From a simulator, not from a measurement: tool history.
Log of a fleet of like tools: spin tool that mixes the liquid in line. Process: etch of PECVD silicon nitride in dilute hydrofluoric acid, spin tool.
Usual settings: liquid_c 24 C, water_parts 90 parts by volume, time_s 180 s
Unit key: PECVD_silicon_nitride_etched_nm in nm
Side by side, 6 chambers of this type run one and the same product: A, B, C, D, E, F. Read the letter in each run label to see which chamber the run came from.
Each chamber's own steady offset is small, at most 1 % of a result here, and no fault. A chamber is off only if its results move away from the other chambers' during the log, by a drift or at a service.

run   hour  liquid_c  water_parts  time_s  read-back film thickness of the PECVD silicon nitride reference wafer, read on the same gauge (nm)  PECVD_silicon_nitride_etched_nm
 1B   14.7        24           90     180                                                                                              130.02                           7.4652
 2C   28.2        24           90     180                                                                                              129.97                           7.5949
 3E   41.8        24           90     180                                                                                              130.02                           7.4040
 4A   55.8        24           90     180                                                                                              130.01                           7.5210
 5F   66.8        24           90     180                                                                                              130.00                           7.5617
 6D   74.5        24           90     180                                                                                              130.00                           7.4379
      89.9  -- chamber F: hydrofluoric acid flow meter replaced
 7D   89.9        24           90     180                                                                                              129.96                           7.6435
 8C  102.8        24           90     180                                                                                              130.02                           7.5501
     111.3  -- chamber A: hydrofluoric acid flow meter replaced
 9F  116.2        24           90     180                                                                                              130.01                           7.5331
     122.8  -- chamber E: hydrofluoric acid flow meter replaced
     127.0  -- chamber C: thermometer replaced
10A  128.0        24           90     180                                                                                              130.03                           7.4326
11E  138.0        24           90     180                                                                                              129.96                           7.5504
12B  149.1        24           90     180                                                                                              129.97                           7.4142
13B  165.6        24           90     180                                                                                              129.99                           7.4134
14A  179.5        24           90     180                                                                                              130.01                           7.4335
15C  191.1        24           90     180                                                                                              130.00                           7.6045
16D  205.8        24           90     180                                                                                              130.01                           7.4688
17E  221.2        24           90     180                                                                                              129.99                           7.4720
18F  230.0        24           90      95                                                                                              130.01                           3.9954
19B  243.0        24           90      95                                                                                              130.00                           3.8570
20A  252.4        24           90      95                                                                                              130.02                           3.9295
21E  268.7        24           90      95                                                                                              130.02                           3.9912
22F  280.9        24           90      95                                                                                              130.01                           3.9764
23C  292.3        24           90      95                                                                                              129.97                           3.9921
24D  302.7        24           90     180                                                                                              129.99                           7.6334
25B  309.7        24           90     180                                                                                              129.98                           7.0037
26E  325.4        24          105     180                                                                                              129.99                           6.5070
27A  334.3        24          105     180                                                                                              130.00                           6.3393
28C  348.5        24          105     180                                                                                              130.03                           6.5737
29F  363.2        24          105     180                                                                                              129.99                           6.5532
30D  377.0        24          105     180                                                                                              130.03                           6.4256
31B  391.4        24          105     180                                                                                              130.02                           5.9572
32D  399.1        24           90     180                                                                                              129.99                           7.4969
     399.4  -- chamber E: thermometer replaced
33A  408.8        24           90     180                                                                                              130.01                           7.4534
34F  423.7        24           90     180                                                                                              129.99                           7.5707
35C  431.1        24           90     180                                                                                              130.02                           7.4600
36E  443.7        24           90     180                                                                                              129.99                           7.4753

Which is it: a chamber that has drifted or been left off by a service, a gauge drift common to all chambers, or only each chamber's usual small offset? If a chamber is off, name it and its likeliest cause.

Chamber B drifts away from the others.
What lies behind it: hydrofluoric acid flow below the setpoint (%) = 10.8.
It could be hard to tell apart here from: liquid colder than its thermometer reads (K).

Which of the 4 candidates below, each the usual settings with something changed and its results left as question marks, puts chamber B back in line with what the other chambers give on the usual settings?
In-line tolerance around the mean of the other chambers on the usual settings: PECVD_silicon_nitride_etched_nm 0.2000 nm
37B-1  455.5      24.0           95     170                                                                                                                                    ?
37B-2  455.5      23.5           95     160                                                                                                                                    ?
37B-3  455.5      25.0           90     210                                                                                                                                    ?
37B-4  455.5      24.0           80     180                                                                                                                                    ?

Mean of the other chambers on the usual settings: PECVD_silicon_nitride_etched_nm 7.5116 nm
  run  PECVD_silicon_nitride_etched_nm
37B-1                           5.9768
37B-2                           5.4430
37B-3                           8.3228
37B-4                           7.5178
With 37B-4, the chamber falls back in line with the rest.

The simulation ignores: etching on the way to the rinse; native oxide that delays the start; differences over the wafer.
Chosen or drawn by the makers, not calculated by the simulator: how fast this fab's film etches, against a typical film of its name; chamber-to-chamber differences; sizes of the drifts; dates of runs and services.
